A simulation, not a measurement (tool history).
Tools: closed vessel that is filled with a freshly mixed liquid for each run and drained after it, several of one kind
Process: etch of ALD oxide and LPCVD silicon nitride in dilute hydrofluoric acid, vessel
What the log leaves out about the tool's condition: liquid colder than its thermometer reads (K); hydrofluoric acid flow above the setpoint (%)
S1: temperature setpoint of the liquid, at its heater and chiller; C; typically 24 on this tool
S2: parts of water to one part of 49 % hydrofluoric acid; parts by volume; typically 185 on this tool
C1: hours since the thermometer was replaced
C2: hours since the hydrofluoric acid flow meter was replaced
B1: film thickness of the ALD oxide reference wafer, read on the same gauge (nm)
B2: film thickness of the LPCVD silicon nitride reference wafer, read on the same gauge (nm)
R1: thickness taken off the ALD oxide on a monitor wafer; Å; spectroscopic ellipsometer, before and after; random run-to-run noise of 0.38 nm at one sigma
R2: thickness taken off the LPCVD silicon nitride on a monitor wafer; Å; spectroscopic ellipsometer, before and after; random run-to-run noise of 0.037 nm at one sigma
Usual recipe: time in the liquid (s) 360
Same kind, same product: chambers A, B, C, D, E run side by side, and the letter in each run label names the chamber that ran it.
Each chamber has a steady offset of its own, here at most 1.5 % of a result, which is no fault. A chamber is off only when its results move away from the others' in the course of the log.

{"run": "1A", "hour": 9.2, "S1": 24, "S2": 185, "time in the liquid (s)": 360, "C1": 397.4, "C2": 2274.6, "B1": 80.006, "B2": 119.99, "R1": 569.75, "R2": 9.478}
{"run": "2B", "hour": 23.9, "S1": 24, "S2": 185, "time in the liquid (s)": 360, "C1": 1305.9, "C2": 573.9, "B1": 79.972, "B2": 120, "R1": 579.12, "R2": 10.33}
{"hour": 30.8, "done": "chamber A: hydrofluoric acid flow meter replaced"}
{"run": "3C", "hour": 39.5, "S1": 24, "S2": 185, "time in the liquid (s)": 360, "C1": 1108.4, "C2": 110, "B1": 80.004, "B2": 120, "R1": 569.32, "R2": 9.9392}
{"run": "4D", "hour": 51.6, "S1": 24, "S2": 185, "time in the liquid (s)": 360, "C1": 1285.9, "C2": 824.7, "B1": 80.025, "B2": 120.01, "R1": 579.08, "R2": 9.2609}
{"run": "5E", "hour": 61.6, "S1": 24, "S2": 185, "time in the liquid (s)": 360, "C1": 243, "C2": 542, "B1": 80.058, "B2": 119.99, "R1": 573.41, "R2": 10.137}
{"run": "6B", "hour": 75.5, "S1": 24, "S2": 185, "time in the liquid (s)": 360, "C1": 1357.5, "C2": 625.5, "B1": 80.034, "B2": 119.99, "R1": 575.05, "R2": 8.9195}
{"run": "7E", "hour": 83.8, "S1": 24, "S2": 185, "time in the liquid (s)": 360, "C1": 265.2, "C2": 564.2, "B1": 79.989, "B2": 120, "R1": 567.2, "R2": 9.6372}
{"run": "8D", "hour": 97.9, "S1": 24, "S2": 245, "time in the liquid (s)": 265, "C1": 1332.2, "C2": 871, "B1": 80.007, "B2": 120, "R1": 304.27, "R2": 5.5906}
{"run": "9C", "hour": 109.1, "S1": 24, "S2": 245, "time in the liquid (s)": 265, "C1": 1178, "C2": 179.6, "B1": 79.99, "B2": 120.02, "R1": 293.99, "R2": 5.0508}
{"run": "10A", "hour": 122.1, "S1": 24, "S2": 245, "time in the liquid (s)": 265, "C1": 510.3, "C2": 91.3, "B1": 80.035, "B2": 120, "R1": 301.07, "R2": 5.5762}
{"run": "11A", "hour": 132.7, "S1": 24, "S2": 245, "time in the liquid (s)": 265, "C1": 520.9, "C2": 101.9, "B1": 79.994, "B2": 120, "R1": 301.73, "R2": 5.8293}
{"run": "12D", "hour": 144.7, "S1": 24, "S2": 245, "time in the liquid (s)": 265, "C1": 1379, "C2": 917.8, "B1": 79.99, "B2": 120, "R1": 298.51, "R2": 5.189}
{"run": "13B", "hour": 155.3, "S1": 19.5, "S2": 185, "time in the liquid (s)": 550, "C1": 1437.3, "C2": 705.3, "B1": 80.04, "B2": 119.99, "R1": 740.87, "R2": 10.53}
{"run": "14C", "hour": 167.9, "S1": 19.5, "S2": 185, "time in the liquid (s)": 550, "C1": 1236.8, "C2": 238.4, "B1": 79.962, "B2": 120, "R1": 710.99, "R2": 11.092}
{"run": "15E", "hour": 177.6, "S1": 19.5, "S2": 185, "time in the liquid (s)": 550, "C1": 359, "C2": 658, "B1": 79.981, "B2": 120.03, "R1": 733.06, "R2": 10.526}
{"run": "16E", "hour": 188.8, "S1": 19.5, "S2": 185, "time in the liquid (s)": 550, "C1": 370.2, "C2": 669.2, "B1": 79.997, "B2": 119.98, "R1": 729.29, "R2": 11.258}
{"run": "17B", "hour": 197.7, "S1": 19.5, "S2": 185, "time in the liquid (s)": 550, "C1": 1479.7, "C2": 747.7, "B1": 79.98, "B2": 119.99, "R1": 737.97, "R2": 12.595}
{"run": "18D", "hour": 207.2, "S1": 24, "S2": 185, "time in the liquid (s)": 360, "C1": 1441.5, "C2": 980.3, "B1": 79.992, "B2": 120, "R1": 579.66, "R2": 9.819}
{"run": "19A", "hour": 217.1, "S1": 24, "S2": 155, "time in the liquid (s)": 505, "C1": 605.3, "C2": 186.3, "B1": 80.014, "B2": 119.99, "R1": 985.04, "R2": 15.709}
{"run": "20C", "hour": 228.2, "S1": 24, "S2": 155, "time in the liquid (s)": 505, "C1": 1297.1, "C2": 298.7, "B1": 80.002, "B2": 120.01, "R1": 957.1, "R2": 15.406}
{"run": "21B", "hour": 239.1, "S1": 24, "S2": 155, "time in the liquid (s)": 505, "C1": 1521.1, "C2": 789.1, "B1": 80.035, "B2": 120.03, "R1": 996.09, "R2": 17.31}
{"run": "22E", "hour": 251.5, "S1": 24, "S2": 155, "time in the liquid (s)": 505, "C1": 432.9, "C2": 731.9, "B1": 79.989, "B2": 120, "R1": 970.8, "R2": 16.905}
{"run": "23C", "hour": 262.7, "S1": 24, "S2": 155, "time in the liquid (s)": 505, "C1": 1331.6, "C2": 333.2, "B1": 79.999, "B2": 120, "R1": 938.75, "R2": 14.894}
{"run": "24D", "hour": 269.7, "S1": 24, "S2": 185, "time in the liquid (s)": 360, "C1": 1504, "C2": 1042.8, "B1": 80.03, "B2": 120.03, "R1": 581.4, "R2": 10.44}
{"run": "25A", "hour": 277.3, "S1": 24, "S2": 185, "time in the liquid (s)": 360, "C1": 665.5, "C2": 246.5, "B1": 79.985, "B2": 120.03, "R1": 569.97, "R2": 9.9693}
{"hour": 290.0, "done": "chamber D: thermometer replaced"}
{"run": "26E", "hour": 290.3, "S1": 24, "S2": 185, "time in the liquid (s)": 360, "C1": 471.7, "C2": 770.7, "B1": 79.991, "B2": 120.02, "R1": 566.26, "R2": 9.7577}
{"run": "27B", "hour": 302.5, "S1": 24, "S2": 185, "time in the liquid (s)": 360, "C1": 1584.5, "C2": 852.5, "B1": 79.987, "B2": 120, "R1": 570.1, "R2": 9.8455}
{"run": "28D", "hour": 311.1, "S1": 20.5, "S2": 255, "time in the liquid (s)": 360, "C1": 21.1, "C2": 1084.2, "B1": 80.012, "B2": 120.01, "R1": 346.89, "R2": 5.6161}
{"run": "29A", "hour": 318.0, "S1": 20.5, "S2": 255, "time in the liquid (s)": 360, "C1": 706.2, "C2": 287.2, "B1": 80.002, "B2": 120, "R1": 340.15, "R2": 5.5791}
{"run": "30C", "hour": 328.3, "S1": 20.5, "S2": 255, "time in the liquid (s)": 360, "C1": 1397.2, "C2": 398.8, "B1": 79.952, "B2": 120.02, "R1": 322.14, "R2": 5.2709}
{"hour": 328.7, "done": "chamber B: thermometer replaced"}
{"run": "31A", "hour": 338.9, "S1": 20.5, "S2": 255, "time in the liquid (s)": 360, "C1": 727.1, "C2": 308.1, "B1": 80.022, "B2": 120.01, "R1": 343.22, "R2": 5.4746}
{"run": "32D", "hour": 351.4, "S1": 20.5, "S2": 255, "time in the liquid (s)": 360, "C1": 61.4, "C2": 1124.5, "B1": 79.971, "B2": 119.99, "R1": 346.11, "R2": 6.0449}
{"run": "33B", "hour": 363.4, "S1": 24, "S2": 185, "time in the liquid (s)": 545, "C1": 34.7, "C2": 913.4, "B1": 79.986, "B2": 120, "R1": 873.89, "R2": 15.515}

Each of the 5 chambers runs these same settings next. Fill in every chamber's results:
{"run": "34A", "hour": 374.8, "S1": 24, "S2": 155, "time in the liquid (s)": 360, "R1": "?", "R2": "?"}
{"run": "34B", "hour": 374.8, "S1": 24, "S2": 155, "time in the liquid (s)": 360, "R1": "?", "R2": "?"}
{"run": "34C", "hour": 374.8, "S1": 24, "S2": 155, "time in the liquid (s)": 360, "R1": "?", "R2": "?"}
{"run": "34D", "hour": 374.8, "S1": 24, "S2": 155, "time in the liquid (s)": 360, "R1": "?", "R2": "?"}
{"run": "34E", "hour": 374.8, "S1": 24, "S2": 155, "time in the liquid (s)": 360, "R1": "?", "R2": "?"}

run=34A R1=700.78 R2=12.175
run=34B R1=713.69 R2=11.325
run=34C R1=653.21 R2=10.844
run=34D R1=720.24 R2=11.925
run=34E R1=699.44 R2=11.439

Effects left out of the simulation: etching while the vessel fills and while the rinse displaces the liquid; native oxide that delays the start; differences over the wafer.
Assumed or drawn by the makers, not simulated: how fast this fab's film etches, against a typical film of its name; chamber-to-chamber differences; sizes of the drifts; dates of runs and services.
